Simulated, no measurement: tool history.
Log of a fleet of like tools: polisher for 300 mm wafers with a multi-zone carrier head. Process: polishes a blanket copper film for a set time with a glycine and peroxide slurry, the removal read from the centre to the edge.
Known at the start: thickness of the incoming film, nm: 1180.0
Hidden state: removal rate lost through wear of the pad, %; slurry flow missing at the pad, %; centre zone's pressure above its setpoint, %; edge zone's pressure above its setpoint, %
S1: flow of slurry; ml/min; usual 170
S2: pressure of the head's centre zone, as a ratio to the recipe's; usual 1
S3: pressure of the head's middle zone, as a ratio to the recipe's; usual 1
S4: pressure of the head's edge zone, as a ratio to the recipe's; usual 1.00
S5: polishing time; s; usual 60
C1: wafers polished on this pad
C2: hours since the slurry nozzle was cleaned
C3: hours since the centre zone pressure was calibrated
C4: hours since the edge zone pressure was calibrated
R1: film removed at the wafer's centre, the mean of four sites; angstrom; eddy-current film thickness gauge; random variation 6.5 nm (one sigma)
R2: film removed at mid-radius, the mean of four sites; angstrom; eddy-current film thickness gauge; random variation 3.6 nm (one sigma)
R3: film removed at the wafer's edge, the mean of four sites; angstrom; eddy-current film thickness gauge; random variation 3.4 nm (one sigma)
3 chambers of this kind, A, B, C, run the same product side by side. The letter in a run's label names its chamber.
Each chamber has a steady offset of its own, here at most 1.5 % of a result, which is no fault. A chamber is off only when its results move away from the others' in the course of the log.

Run 1B, hour 11.3: usual settings; C1 602; C2 667.9; C3 387.5; C4 237.4. Result: R1 4782.5 angstrom, R2 4796.1 angstrom, R3 4831.7 angstrom.
Run 2C, hour 19.3: usual settings; C1 850; C2 92.7; C3 481.1; C4 371.0. Result: R1 4665.1 angstrom, R2 4895.0 angstrom, R3 4735.2 angstrom.
At hour 24.9: chamber A: worn pad replaced by a new one.
Run 3A, hour 27.0: usual settings; C1 19; C2 219.6; C3 756.1; C4 1077.0. Result: R1 4855.0 angstrom, R2 4812.2 angstrom, R3 4810.1 angstrom.
At hour 36.7: chamber B: worn pad replaced by a new one.
Run 4B, hour 38.5: usual settings; C1 17; C2 695.1; C3 414.7; C4 264.6. Result: R1 4748.9 angstrom, R2 4731.2 angstrom, R3 4853.2 angstrom.
Run 5A, hour 48.4: usual settings; C1 215; C2 241.0; C3 777.5; C4 1098.4. Result: R1 4776.7 angstrom, R2 4799.6 angstrom, R3 4757.2 angstrom.
At hour 51.2: chamber B: slurry nozzle cleaned.
Run 6C, hour 62.3: usual settings; C1 1243; C2 135.7; C3 524.1; C4 414.0. Result: R1 4892.2 angstrom, R2 4805.6 angstrom, R3 4816.1 angstrom.
Run 7C, hour 76.3: usual settings; C1 1371; C2 149.7; C3 538.1; C4 428.0. Result: R1 4737.2 angstrom, R2 4847.4 angstrom, R3 4884.5 angstrom.
Run 8A, hour 88.2: usual settings; C1 579; C2 280.8; C3 817.3; C4 1138.2. Result: R1 4871.6 angstrom, R2 4816.4 angstrom, R3 4862.9 angstrom.
At hour 96.7: chamber C: worn pad replaced by a new one.
Run 9B, hour 99.3: usual settings; C1 573; C2 48.2; C3 475.5; C4 325.4. Result: R1 4810.6 angstrom, R2 4831.1 angstrom, R3 4822.5 angstrom.
Run 10B, hour 106.9: usual settings; C1 643; C2 55.8; C3 483.1; C4 333.0. Result: R1 4858.2 angstrom, R2 4790.9 angstrom, R3 4838.7 angstrom.
At hour 119.5: chamber A: worn pad replaced by a new one.
Run 11A, hour 121.6: usual settings; C1 19; C2 314.2; C3 850.7; C4 1171.6. Result: R1 4846.7 angstrom, R2 4721.9 angstrom, R3 4832.2 angstrom.
Run 12C, hour 133.3: usual settings; C1 335; C2 206.7; C3 595.1; C4 485.0. Result: R1 4845.3 angstrom, R2 4847.3 angstrom, R3 4819.7 angstrom.
At hour 143.5: chamber B: worn pad replaced by a new one.
Run 13A, hour 145.0: usual settings; C1 233; C2 337.6; C3 874.1; C4 1195.0. Result: R1 4812.6 angstrom, R2 4794.9 angstrom, R3 4802.2 angstrom.
Run 14C, hour 157.0: usual settings; C1 552; C2 230.4; C3 618.8; C4 508.7. Result: R1 4759.6 angstrom, R2 4843.2 angstrom, R3 4807.0 angstrom.
Run 15B, hour 171.3: usual settings; C1 255; C2 120.2; C3 547.5; C4 397.4. Result: R1 4893.1 angstrom, R2 4827.0 angstrom, R3 4770.3 angstrom.
At hour 181.2: chamber C: slurry nozzle cleaned.
Run 16C, hour 184.5: usual settings; C1 804; C2 3.3; C3 646.3; C4 536.2. Result: R1 4697.7 angstrom, R2 4790.2 angstrom, R3 4777.9 angstrom.
Run 17B, hour 195.5: usual settings; C1 476; C2 144.4; C3 571.7; C4 421.6. Result: R1 5002.9 angstrom, R2 4811.7 angstrom, R3 4823.1 angstrom.
At hour 205.7: chamber A: centre zone pressure recalibrated.
Run 18A, hour 206.8: usual settings; C1 799; C2 399.4; C3 1.1; C4 1256.8. Result: R1 4735.0 angstrom, R2 4749.5 angstrom, R3 4764.7 angstrom.
Run 19A, hour 218.4: usual settings but S1 150 ml/min, S4 1.11; C1 905; C2 411.0; C3 12.7; C4 1268.4. Result: R1 4811.0 angstrom, R2 4660.0 angstrom, R3 5002.4 angstrom.
At hour 231.4: chamber A: worn pad replaced by a new one.
Run 20B, hour 232.2: usual settings but S1 150 ml/min, S4 1.11; C1 812; C2 181.1; C3 608.4; C4 458.3. Result: R1 4994.0 angstrom, R2 4739.2 angstrom, R3 5059.4 angstrom.
Run 21C, hour 244.5: usual settings but S1 150 ml/min, S4 1.11; C1 1353; C2 63.3; C3 706.3; C4 596.2. Result: R1 4561.8 angstrom, R2 4710.2 angstrom, R3 4949.1 angstrom.
Run 22B, hour 251.2: usual settings; C1 986; C2 200.1; C3 627.4; C4 477.3. Result: R1 5106.8 angstrom, R2 4878.9 angstrom, R3 4838.7 angstrom.
At hour 255.7: chamber B: worn pad replaced by a new one.
Run 23A, hour 264.4: usual settings; C1 302; C2 457.0; C3 58.7; C4 1314.4. Result: R1 4854.5 angstrom, R2 4714.9 angstrom, R3 4839.1 angstrom.
At hour 270.8: chamber A: edge zone pressure recalibrated.
At hour 271.2: chamber C: worn pad replaced by a new one.
Run 24C, hour 277.3: usual settings; C1 55; C2 96.1; C3 739.1; C4 629.0. Result: R1 4792.6 angstrom, R2 4807.2 angstrom, R3 4871.8 angstrom.
Run 25B, hour 292.0: usual settings; C1 332; C2 240.9; C3 668.2; C4 518.1. Result: R1 5203.9 angstrom, R2 4814.7 angstrom, R3 4837.5 angstrom.
Run 26A, hour 305.1: usual settings but S1 120 ml/min; C1 674; C2 497.7; C3 99.4; C4 34.3. Result: R1 4452.1 angstrom, R2 4437.7 angstrom, R3 4546.2 angstrom.
Run 27C, hour 313.7: usual settings but S1 120 ml/min; C1 389; C2 132.5; C3 775.5; C4 665.4. Result: R1 4456.0 angstrom, R2 4492.7 angstrom, R3 4546.9 angstrom.
At hour 326.3: chamber A: worn pad replaced by a new one.
Run 28C, hour 326.7: usual settings but S1 120 ml/min; C1 508; C2 145.5; C3 788.5; C4 678.4. Result: R1 4454.0 angstrom, R2 4549.2 angstrom, R3 4528.1 angstrom.
Run 29A, hour 339.8: usual settings; C1 124; C2 532.4; C3 134.1; C4 69.0. Result: R1 4739.5 angstrom, R2 4804.7 angstrom, R3 4847.7 angstrom.
Run 30B, hour 351.3: usual settings; C1 875; C2 300.2; C3 727.5; C4 577.4. Result: R1 5151.4 angstrom, R2 4830.4 angstrom, R3 4808.5 angstrom.
At hour 357.9: chamber B: worn pad replaced by a new one.
Run 31C, hour 366.7: usual settings; C1 874; C2 185.5; C3 828.5; C4 718.4. Result: R1 4876.6 angstrom, R2 4732.7 angstrom, R3 4868.4 angstrom.
Run 32A, hour 379.9: usual settings; C1 491; C2 572.5; C3 174.2; C4 109.1. Result: R1 4871.6 angstrom, R2 4752.4 angstrom, R3 4836.5 angstrom.
Run 33B, hour 392.1: usual settings; C1 313; C2 341.0; C3 768.3; C4 618.2. Result: R1 5366.3 angstrom, R2 4828.2 angstrom, R3 4810.3 angstrom.
Run 34B, hour 400.6: usual settings but S1 130 ml/min; C1 391; C2 349.5; C3 776.8; C4 626.7. Result: R1 4937.7 angstrom, R2 4595.4 angstrom, R3 4682.8 angstrom.
Run 35C, hour 412.9: usual settings but S1 130 ml/min; C1 1297; C2 231.7; C3 874.7; C4 764.6. Result: R1 4492.0 angstrom, R2 4572.5 angstrom, R3 4613.0 angstrom.
At hour 415.5: chamber C: worn pad replaced by a new one.
Run 36A, hour 423.5: usual settings but S1 130 ml/min; C1 890; C2 616.1; C3 217.8; C4 152.7. Result: R1 4527.5 angstrom, R2 4501.6 angstrom, R3 4637.5 angstrom.
Run 37B, hour 430.6: usual settings; C1 665; C2 379.5; C3 806.8; C4 656.7. Result: R1 5490.3 angstrom, R2 4763.3 angstrom, R3 4859.5 angstrom.
Run 38C, hour 444.3: usual settings; C1 264; C2 263.1; C3 906.1; C4 796.0. Result: R1 4873.1 angstrom, R2 4800.6 angstrom, R3 4873.2 angstrom.

All 3 chambers run these settings next. Forecast each chamber's results:
Run 39A, hour 455.4: usual settings but S4 1.04. Result: R1 ?, R2 ?, R3 ?.
Run 39B, hour 455.4: usual settings but S4 1.04. Result: R1 ?, R2 ?, R3 ?.
Run 39C, hour 455.4: usual settings but S4 1.04. Result: R1 ?, R2 ?, R3 ?.

run      R1      R2      R3
39A  4833.0  4804.6  4916.6
39B  5556.3  4819.5  4967.9
39C  4750.0  4844.0  4874.2

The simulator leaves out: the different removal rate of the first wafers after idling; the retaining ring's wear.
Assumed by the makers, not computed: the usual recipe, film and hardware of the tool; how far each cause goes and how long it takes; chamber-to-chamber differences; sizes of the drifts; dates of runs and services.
